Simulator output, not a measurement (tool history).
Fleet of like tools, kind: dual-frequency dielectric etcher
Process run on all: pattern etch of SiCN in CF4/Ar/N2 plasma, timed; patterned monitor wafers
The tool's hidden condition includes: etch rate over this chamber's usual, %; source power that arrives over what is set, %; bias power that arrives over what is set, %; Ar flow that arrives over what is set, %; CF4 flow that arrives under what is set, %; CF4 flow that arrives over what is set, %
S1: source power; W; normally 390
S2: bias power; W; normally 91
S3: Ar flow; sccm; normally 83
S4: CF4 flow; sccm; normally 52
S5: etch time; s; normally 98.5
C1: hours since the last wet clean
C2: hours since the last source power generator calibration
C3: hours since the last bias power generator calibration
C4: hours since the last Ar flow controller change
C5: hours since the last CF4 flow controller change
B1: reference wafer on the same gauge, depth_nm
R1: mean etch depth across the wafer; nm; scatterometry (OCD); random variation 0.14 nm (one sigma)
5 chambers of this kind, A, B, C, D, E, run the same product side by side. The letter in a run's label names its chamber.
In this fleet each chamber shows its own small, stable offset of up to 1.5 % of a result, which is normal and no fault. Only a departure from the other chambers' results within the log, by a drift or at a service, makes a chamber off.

run	hour	S1	S2	S3	S4	S5	C1	C2	C3	C4	C5	B1	R1
1C	7.3	390	91	83	52	98.5	21.8	3443.8	2950.7	4612.9	2388.5	64.399	81.101
2A	13.4	390	91	83	52	98.5	343.5	91.8	64.7	2695.3	3243.4	64.412	81.093
# hour 15.2: chamber C: bias power generator calibrated
3B	20.8	390	91	83	52	98.5	137.5	1736.3	540.9	3057	3136	64.438	80.089
4E	24.7	390	91	83	52	98.5	202.3	3465.6	585.4	2960.1	1894.8	64.463	79.864
5D	31.2	390	91	83	52	98.5	491.5	1873.6	753.2	218.6	2777.3	64.485	79.925
6B	36.4	390	91	83	52	98.5	153.1	1751.9	556.5	3072.6	3151.6	64.466	80.167
7A	42.6	390	91	83	52	98.5	372.7	121	93.9	2724.5	3272.6	64.525	81.283
8E	49.5	390	91	83	52	98.5	227.1	3490.4	610.2	2984.9	1919.6	64.529	80.278
9D	53.3	390	91	83	52	98.5	513.6	1895.7	775.3	240.7	2799.4	64.54	80.199
10C	57.2	390	91	83	52	98.5	71.7	3493.7	42.1	4662.8	2438.4	64.533	81.565
11B	61.7	390	91	83	52	98.5	178.4	1777.2	581.8	3097.9	3176.9	64.543	80.356
12E	69.4	390	91	83	52	98.5	247	3510.3	630.1	3004.8	1939.5	64.583	80.112
# hour 71: chamber D: wet clean of the chamber
13D	76.1	390	91	83	52	98.5	5.2	1918.5	798.1	263.5	2822.2	64.584	80.26
14C	82.3	390	91	83	52	98.5	96.8	3518.8	67.2	4687.9	2463.5	64.61	81.563
15A	87.1	390	91	83	52	98.5	417.2	165.5	138.4	2769	3317.1	64.588	81.36
# hour 88.9: chamber B: CF4 flow controller replaced
16A	92.9	390	91	83	52	123	423	171.3	144.2	2774.8	3322.9	64.631	101.49
17C	101.5	390	91	83	52	123	116	3538	86.4	4707.1	2482.7	64.667	101.56
18E	105.8	390	91	83	52	123	283.4	3546.7	666.5	3041.2	1975.9	64.646	100.39
19D	109.7	390	91	83	52	123	38.8	1952.1	831.7	297.1	2855.8	64.612	100.26
20B	114.4	390	91	83	52	123	231.1	1829.9	634.5	3150.6	25.5	64.65	100.7
21B	122	390	91	83	52	98.5	238.7	1837.5	642.1	3158.2	33.1	64.697	80.503
22D	126.8	390	91	83	52	98.5	55.9	1969.2	848.8	314.2	2872.9	64.667	80.484
23E	134.2	390	91	83	52	98.5	311.8	3575.1	694.9	3069.6	2004.3	64.713	80.294
24A	138.2	390	104	94	52	98.5	468.3	216.6	189.5	2820.1	3368.2	64.712	84.302
25C	145.9	390	104	94	52	98.5	160.4	3582.4	130.8	4751.5	2527.1	64.751	84.322
26C	154.5	390	104	94	52	98.5	169	3591	139.4	4760.1	2535.7	64.727	84.531
27A	162.2	390	104	94	52	98.5	492.3	240.6	213.5	2844.1	3392.2	64.778	83.945
28B	166.1	390	104	94	52	98.5	282.8	1881.6	686.2	3202.3	77.2	64.791	83.199
29E	174.2	390	91	83	52	98.5	351.8	3615.1	734.9	3109.6	2044.3	64.775	80.828
30D	180.6	390	91	83	52	98.5	109.7	2023	902.6	368	2926.7	64.805	80.452
31E	185.6	390	91	83	48	98.5	363.2	3626.5	746.3	3121	2055.7	64.826	79.68
32B	193.5	390	91	83	48	98.5	310.2	1909	713.6	3229.7	104.6	64.847	79.884

Is one chamber off against the others, does the gauge drift, or is nothing wrong? If a chamber is off, say which, and what the likeliest cause is.

The shared gauge is drifting. All chambers look as if they move in step, but none is off.
Most likely cause: gauge reads high (%) = 0.714.
